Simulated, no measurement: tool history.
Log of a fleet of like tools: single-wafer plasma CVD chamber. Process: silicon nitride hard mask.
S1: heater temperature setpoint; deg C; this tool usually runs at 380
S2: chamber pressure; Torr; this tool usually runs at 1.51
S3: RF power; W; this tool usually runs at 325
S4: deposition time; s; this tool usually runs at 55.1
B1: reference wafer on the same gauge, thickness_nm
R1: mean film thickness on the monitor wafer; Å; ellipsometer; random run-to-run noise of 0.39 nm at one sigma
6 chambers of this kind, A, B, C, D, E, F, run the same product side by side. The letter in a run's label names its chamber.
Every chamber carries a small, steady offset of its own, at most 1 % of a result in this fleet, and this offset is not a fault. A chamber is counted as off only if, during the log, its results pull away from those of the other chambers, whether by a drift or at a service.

| run | day | S1 | S2 | S3 | S4 | B1 | R1 |
|---|---|---|---|---|---|---|---|
| 1D | 0.504 | 380 | 1.51 | 325 | 55.1 | 63.124 | 661.64 |
|  | 0.904 | chamber F: RF generator calibrated |
| 2F | 0.908 | 380 | 1.51 | 325 | 55.1 | 63.282 | 671.55 |
| 3C | 1.483 | 380 | 1.51 | 325 | 55.1 | 63.168 | 672.92 |
| 4B | 1.967 | 380 | 1.51 | 325 | 55.1 | 63.239 | 655.28 |
| 5E | 2.596 | 380 | 1.51 | 325 | 55.1 | 63.11 | 670.2 |
| 6A | 2.954 | 380 | 1.51 | 325 | 55.1 | 63.254 | 661.17 |
| 7C | 3.575 | 380 | 1.51 | 325 | 55.1 | 63.154 | 659.46 |
| 8B | 4.121 | 380 | 1.51 | 350 | 55.1 | 63.196 | 688.22 |
| 9E | 4.525 | 380 | 1.51 | 350 | 55.1 | 63.273 | 694.88 |
| 10D | 4.992 | 380 | 1.51 | 350 | 55.1 | 63.168 | 687.13 |
| 11A | 5.5 | 380 | 1.51 | 350 | 55.1 | 63.251 | 691.77 |
| 12F | 5.883 | 380 | 1.51 | 350 | 55.1 | 63.252 | 701.57 |
| 13A | 6.329 | 380 | 1.51 | 350 | 55.1 | 63.235 | 690.52 |
| 14E | 6.646 | 380 | 1.51 | 325 | 55.1 | 63.154 | 667.61 |
| 15C | 7.096 | 380 | 1.51 | 325 | 55.1 | 63.166 | 673.22 |
| 16B | 7.675 | 380 | 1.51 | 325 | 55.1 | 63.21 | 662.47 |
| 17F | 8.029 | 380 | 1.51 | 325 | 55.1 | 63.106 | 670.98 |
| 18D | 8.6 | 380 | 1.51 | 325 | 55.1 | 63.217 | 658.89 |
| 19F | 9.075 | 380 | 1.51 | 325 | 55.1 | 63.191 | 662.11 |
| 20C | 9.35 | 380 | 1.51 | 325 | 55.1 | 63.168 | 668.88 |
| 21D | 9.883 | 380 | 1.51 | 325 | 55.1 | 63.175 | 660.83 |
|  | 10.254 | chamber C: RF generator calibrated |
| 22A | 10.417 | 380 | 1.51 | 325 | 55.1 | 63.238 | 664.84 |
| 23B | 11.038 | 380 | 1.51 | 325 | 55.1 | 63.185 | 661.2 |
| 24E | 11.367 | 380 | 1.51 | 325 | 55.1 | 63.263 | 659.29 |
| 25C | 11.65 | 380 | 1.51 | 325 | 55.1 | 63.281 | 668.2 |
| 26D | 12.125 | 380 | 1.51 | 325 | 55.1 | 63.204 | 657.59 |
| 27B | 12.567 | 380 | 1.51 | 325 | 55.1 | 63.266 | 663.05 |
| 28F | 13.104 | 380 | 1.51 | 325 | 55.1 | 63.208 | 668.1 |
| 29E | 13.662 | 380 | 1.51 | 325 | 55.1 | 63.128 | 660.63 |
| 30A | 14.121 | 380 | 1.51 | 325 | 55.1 | 63.191 | 659.74 |
|  | 14.404 | chamber A: RF generator calibrated |
| 31E | 14.679 | 380 | 1.51 | 325 | 55.1 | 63.202 | 662.55 |
| 32F | 15.279 | 380 | 1.51 | 325 | 55.1 | 63.097 | 664.85 |
| 33C | 15.667 | 387 | 1.69 | 325 | 55.1 | 63.228 | 686.99 |
| 34D | 16.196 | 387 | 1.69 | 325 | 55.1 | 63.21 | 677.56 |
| 35A | 16.492 | 387 | 1.69 | 325 | 55.1 | 63.122 | 685.41 |
|  | 17.029 | chamber F: thermocouple changed; heater temperature recalibrated |
| 36B | 17.108 | 387 | 1.69 | 325 | 55.1 | 63.222 | 677.85 |
| 37E | 17.729 | 387 | 1.69 | 325 | 55.1 | 63.253 | 683.13 |
| 38C | 18.292 | 387 | 1.69 | 325 | 55.1 | 63.29 | 689.73 |
| 39F | 18.688 | 380 | 1.51 | 325 | 55.1 | 63.29 | 664.6 |
| 40A | 19.162 | 380 | 1.51 | 325 | 55.1 | 63.271 | 663.25 |
| 41D | 19.596 | 380 | 1.51 | 325 | 55.1 | 63.147 | 659.62 |
|  | 19.638 | chamber C: capacitance manometer re-zeroed and calibrated |
| 42B | 20.088 | 380 | 1.51 | 325 | 55.1 | 63.172 | 662.06 |
| 43C | 20.367 | 375 | 1.51 | 325 | 55.1 | 63.227 | 666.67 |
| 44B | 20.992 | 375 | 1.51 | 325 | 55.1 | 63.144 | 659.44 |

One chamber off, gauge drift, or nothing amiss beyond the chambers' own small offsets? If it is a chamber, which one, and what is the likeliest cause?

Neither any chamber nor the gauge drifts; the chambers differ only by their own small, steady offsets.
